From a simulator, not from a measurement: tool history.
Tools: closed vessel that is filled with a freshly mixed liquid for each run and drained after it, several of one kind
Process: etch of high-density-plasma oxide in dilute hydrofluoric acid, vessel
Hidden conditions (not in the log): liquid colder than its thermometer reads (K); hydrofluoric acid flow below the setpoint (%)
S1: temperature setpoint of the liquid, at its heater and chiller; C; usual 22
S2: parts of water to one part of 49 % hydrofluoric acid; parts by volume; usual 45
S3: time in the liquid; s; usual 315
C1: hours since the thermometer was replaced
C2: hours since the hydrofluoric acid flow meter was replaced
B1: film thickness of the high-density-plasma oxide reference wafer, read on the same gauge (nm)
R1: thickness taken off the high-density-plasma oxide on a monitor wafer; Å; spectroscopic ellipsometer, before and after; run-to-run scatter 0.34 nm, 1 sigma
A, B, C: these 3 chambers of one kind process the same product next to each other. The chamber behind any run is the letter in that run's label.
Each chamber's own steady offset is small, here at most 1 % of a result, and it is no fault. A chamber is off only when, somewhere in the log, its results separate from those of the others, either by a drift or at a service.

run,hour,S1,S2,S3,C1,C2,B1,R1
1A,10.6,22,45,315,174.4,319.3,129.99,353.22
2B,18.9,22,45,315,1009.4,973,130,356.23
3C,27.9,22,45,315,69.6,199.3,129.99,361.72
4A,36.4,22,45,315,200.2,345.1,130,347.84
5C,47.4,17.5,45,315,89.1,218.8,130.02,299.16
6B,57.2,17.5,45,315,1047.7,1011.3,130.02,293.2
7C,66,17.5,45,315,107.7,237.4,130,292.83
8A,72.8,22,45,315,236.6,381.5,130,348.87
9B,82,22,45,315,1072.5,1036.1,129.98,355.57
10B,88.1,22,45,315,1078.6,1042.2,130,353.52
11A,97.5,22,45,315,261.3,406.2,129.98,348.06
12C,105.7,22,45,315,147.4,277.1,130.01,350.44
# hour 108.5: chamber A: hydrofluoric acid flow meter replaced
13C,115.5,22,45,315,157.2,286.9,129.98,350.47
14A,125.7,22,45,315,289.5,17.3,130,354.16
15B,131.8,22,45,315,1122.3,1085.9,130.02,350.11
16B,141.3,22,45,315,1131.8,1095.4,129.98,356.29
17A,147.4,22,45,315,311.2,39,130.02,348.93
18C,154.9,22,45,315,196.6,326.3,130.03,356.1
# hour 160.8: chamber B: hydrofluoric acid flow meter replaced
19C,166.3,22,45,315,208,337.7,130,357.51
20A,177.5,22,35,315,341.3,69.1,130,448.13
21B,184,22,35,315,1174.5,23.2,130,464.54
22B,194.9,22,35,315,1185.4,34.1,130.04,462.54
23A,205.1,22,45,315,368.9,96.7,129.97,345.04
24C,211.9,22,45,315,253.6,383.3,129.98,354.97
25A,220,22,45,315,383.8,111.6,130.01,336.11
26B,226.2,22,45,315,1216.7,65.4,130.01,357.53
27C,237,22,45,315,278.7,408.4,130.02,348.12
28B,247.3,22,35,315,1237.8,86.5,129.98,457.8
29A,255.7,22,35,315,419.5,147.3,130.01,436.38
30C,261.8,22,35,315,303.5,433.2,130,465.25
31A,267.5,22,45,315,431.3,159.1,130.02,333.86
32C,276.7,22,45,315,318.4,448.1,130,358.68
33B,287.5,22,45,315,1278,126.7,130.03,355.06
34B,298.6,22,45,315,1289.1,137.8,130.03,351.63
35A,306.1,22,60,315,469.9,197.7,129.99,241.41
36C,313.5,22,60,315,355.2,484.9,130.04,265.62
37A,322.8,22,60,315,486.6,214.4,129.99,239.76

Predict what each chamber gives when all 3 of them run the settings below next.
38A,331.4,22,45,315,,,,?
38B,331.4,22,45,315,,,,?
38C,331.4,22,45,315,,,,?

run,R1
38A,321.38
38B,354.74
38C,358.55
